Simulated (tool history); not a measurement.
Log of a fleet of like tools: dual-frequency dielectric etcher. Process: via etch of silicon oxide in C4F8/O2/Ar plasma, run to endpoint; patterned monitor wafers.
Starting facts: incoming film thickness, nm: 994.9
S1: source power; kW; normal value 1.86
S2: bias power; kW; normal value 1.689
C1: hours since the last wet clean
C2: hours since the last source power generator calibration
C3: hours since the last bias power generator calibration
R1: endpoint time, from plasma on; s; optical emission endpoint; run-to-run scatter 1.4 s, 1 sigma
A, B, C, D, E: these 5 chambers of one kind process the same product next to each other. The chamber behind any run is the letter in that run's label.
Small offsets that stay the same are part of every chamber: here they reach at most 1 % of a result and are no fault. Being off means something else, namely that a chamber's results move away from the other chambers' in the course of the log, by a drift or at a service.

run,day,S1,S2,C1,C2,C3,R1
1A,0.183,1.86,1.689,306.2,900.3,610.8,211.73
2D,0.412,1.86,1.689,196.3,293.1,1889.8,211.4
3C,0.596,1.86,1.689,321.1,1499,2511.6,210.21
4E,0.754,1.86,1.689,548.1,2217.9,3264.3,212.65
5B,1.038,1.86,1.689,669.2,1051,4585,211.48
6B,1.329,1.86,1.689,676.2,1058,4592,209.69
7D,1.479,1.86,1.689,221.9,318.7,1915.4,212.72
8E,1.675,1.86,1.689,570.2,2240,3286.4,213.43
# day 1.754: chamber B: wet clean of the chamber
9A,1.854,1.86,1.689,346.3,940.4,650.9,212.05
10C,2.133,1.86,1.689,358,1535.9,2548.5,212.39
11B,2.304,1.86,1.689,13.3,1081.4,4615.4,207.38
# day 2.346: chamber E: wet clean of the chamber
12C,2.483,1.86,1.689,366.4,1544.3,2556.9,212.89
13E,2.767,1.86,1.689,10.2,2266.2,3312.6,211.78
14A,2.9,2.26,1.953,371.4,965.5,676,187.26
15D,3.062,2.26,1.953,259.9,356.7,1953.4,190.23
16A,3.342,2.26,1.953,382,976.1,686.6,189.81
17D,3.5,2.26,1.953,270.4,367.2,1963.9,192.63
18B,3.771,2.26,1.953,48.5,1116.6,4650.6,187.76
19E,4,1.86,1.689,39.8,2295.8,3342.2,209.45
20C,4.238,1.86,1.689,408.5,1586.4,2599,212.41
21E,4.454,1.86,1.689,50.7,2306.7,3353.1,211.14
22A,4.633,1.86,1.689,413,1007.1,717.6,214
23C,4.788,1.86,1.689,421.7,1599.6,2612.2,212.17
24D,4.912,1.86,1.689,304.3,401.1,1997.8,217.55
25B,5.192,1.86,1.689,82.6,1150.7,4684.7,209.66
26D,5.333,1.86,1.689,314.4,411.2,2007.9,218.09
27C,5.567,1.86,1.689,440.4,1618.3,2630.9,213.24
28A,5.75,1.86,1.689,439.8,1033.9,744.4,209.97
29E,5.996,2.19,1.331,87.7,2343.7,3390.1,210
30B,6.238,2.19,1.331,107.7,1175.8,4709.8,207.64
31D,6.508,2.19,1.331,342.6,439.4,2036.1,220.78
32B,6.667,2.19,1.331,118,1186.1,4720.1,211.45
# day 6.917: chamber A: wet clean of the chamber
33A,6.954,2.19,1.331,1,1062.8,773.3,212.09
34C,7.088,1.61,1.399,476.9,1654.8,2667.4,234.44
35E,7.275,1.61,1.399,118.4,2374.4,3420.8,234.97
36B,7.458,1.61,1.399,137,1205.1,4739.1,235.74
37E,7.612,1.61,1.399,126.5,2382.5,3428.9,235.85

What goes on in this fleet: one chamber off, a drifting gauge, or nothing beyond the chambers' own small offsets? Name the chamber and the cause, if any.

It is chamber D that slowly wanders off from its peers.
Cause: etch rate under this chamber's usual, % = 4.72.

Which of the 4 candidates below, each the usual settings with something changed and its results left as question marks, puts chamber D back in line with what the other chambers give on the usual settings?
In line means no further than this from the other chambers' mean on the usual settings: R1 4.9 s
38D-1,7.821,1.8,1.689,,,,?
38D-2,7.821,1.86,1.768,,,,?
38D-3,7.821,1.6,1.689,,,,?
38D-4,7.821,2.03,1.8,,,,?

Other chambers, usual settings, mean: R1 211.16 s
run,R1
38D-1,226.41
38D-2,220.63
38D-3,237.22
38D-4,212.04
The answer is 38D-4, which returns the chamber to within the allowed miss of the others.
